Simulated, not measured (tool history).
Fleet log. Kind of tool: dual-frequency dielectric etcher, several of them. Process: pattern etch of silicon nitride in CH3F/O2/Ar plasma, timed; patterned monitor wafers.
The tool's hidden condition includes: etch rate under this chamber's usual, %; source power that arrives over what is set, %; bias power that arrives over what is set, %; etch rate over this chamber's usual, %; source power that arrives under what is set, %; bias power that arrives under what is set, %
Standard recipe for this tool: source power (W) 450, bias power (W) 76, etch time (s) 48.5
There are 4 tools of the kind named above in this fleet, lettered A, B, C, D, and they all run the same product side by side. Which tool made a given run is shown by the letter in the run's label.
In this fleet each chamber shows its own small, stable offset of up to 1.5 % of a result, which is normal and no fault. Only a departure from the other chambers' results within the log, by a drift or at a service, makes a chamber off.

run   hour  source power (W)  bias power (W)  etch time (s)  hours since the last wet clean  hours since the last source power generator calibration  hours since the last bias power generator calibration  read-back reference wafer on the same gauge, depth_nm  mean etch depth across the wafer (angstrom)
 1C   11.7               450              76           48.5                           443.2                                                   1870.9                                                 1690.2                                                 30.177                                       361.21
 2B   25.3               450              76           48.5                           136.0                                                   1213.0                                                 3681.2                                                 30.213                                       356.37
 3D   36.7               450              76           48.5                           168.3                                                    417.4                                                 2820.0                                                 30.191                                       363.99
 4A   44.6               450              76           48.5                           214.9                                                   1032.4                                                  751.3                                                 30.208                                       364.37
 5C   55.9               450              76           48.5                           487.4                                                   1915.1                                                 1734.4                                                 30.171                                       362.93
 6B   63.5               450              76           48.5                           174.2                                                   1251.2                                                 3719.4                                                 30.179                                       356.34
 7A   73.5               450              76           48.5                           243.8                                                   1061.3                                                  780.2                                                 30.181                                       362.36
 8D   84.2               400              76           43.5                           215.8                                                    464.9                                                 2867.5                                                 30.205                                       309.24
 9B   92.9               400              76           43.5                           203.6                                                   1280.6                                                 3748.8                                                 30.222                                       305.87
10C  103.3               400              76           43.5                           534.8                                                   1962.5                                                 1781.8                                                 30.175                                       307.19
11D  115.0               400              76           43.5                           246.6                                                    495.7                                                 2898.3                                                 30.220                                       311.05
12A  123.0               450              76           48.5                           293.3                                                   1110.8                                                  829.7                                                 30.206                                       361.94
13A  134.8               400              66           48.5                           305.1                                                   1122.6                                                  841.5                                                 30.211                                       330.27
14B  143.5               400              66           48.5                           254.2                                                   1331.2                                                 3799.4                                                 30.210                                       325.19
15C  150.8               400              66           48.5                           582.3                                                   2010.0                                                 1829.3                                                 30.206                                       323.43
16D  164.1               400              66           48.5                           295.7                                                    544.8                                                 2947.4                                                 30.220                                       332.76
17A  174.2               450              76           48.5                           344.5                                                   1162.0                                                  880.9                                                 30.233                                       362.08
18C  184.6               450              76           48.5                           616.1                                                   2043.8                                                 1863.1                                                 30.217                                       353.71
19D  198.6               450              76           48.5                           330.2                                                    579.3                                                 2981.9                                                 30.186                                       365.05
20B  207.7               450              76           48.5                           318.4                                                   1395.4                                                 3863.6                                                 30.220                                       353.89
21C  222.9               450              76           48.5                           654.4                                                   2082.1                                                 1901.4                                                 30.201                                       349.18
22D  236.3               450              91           48.5                           367.9                                                    617.0                                                 3019.6                                                 30.167                                       387.18
23B  249.6               450              91           48.5                           360.3                                                   1437.3                                                 3905.5                                                 30.186                                       380.44
24A  259.7               450              91           48.5                           430.0                                                   1247.5                                                  966.4                                                 30.213                                       387.86
25D  274.9               450              91           48.5                           406.5                                                    655.6                                                 3058.2                                                 30.206                                       386.50

For the next run the whole fleet of 4 chambers uses the same settings. Give each chamber's results:
26A  286.1               450              76           48.5                                                                                                                                                                                                                                                   ?
26B  286.1               450              76           48.5                                                                                                                                                                                                                                                   ?
26C  286.1               450              76           48.5                                                                                                                                                                                                                                                   ?
26D  286.1               450              76           48.5                                                                                                                                                                                                                                                   ?

run  mean etch depth across the wafer (angstrom)
26A                                       360.23
26B                                       355.57
26C                                       347.61
26D                                       364.79
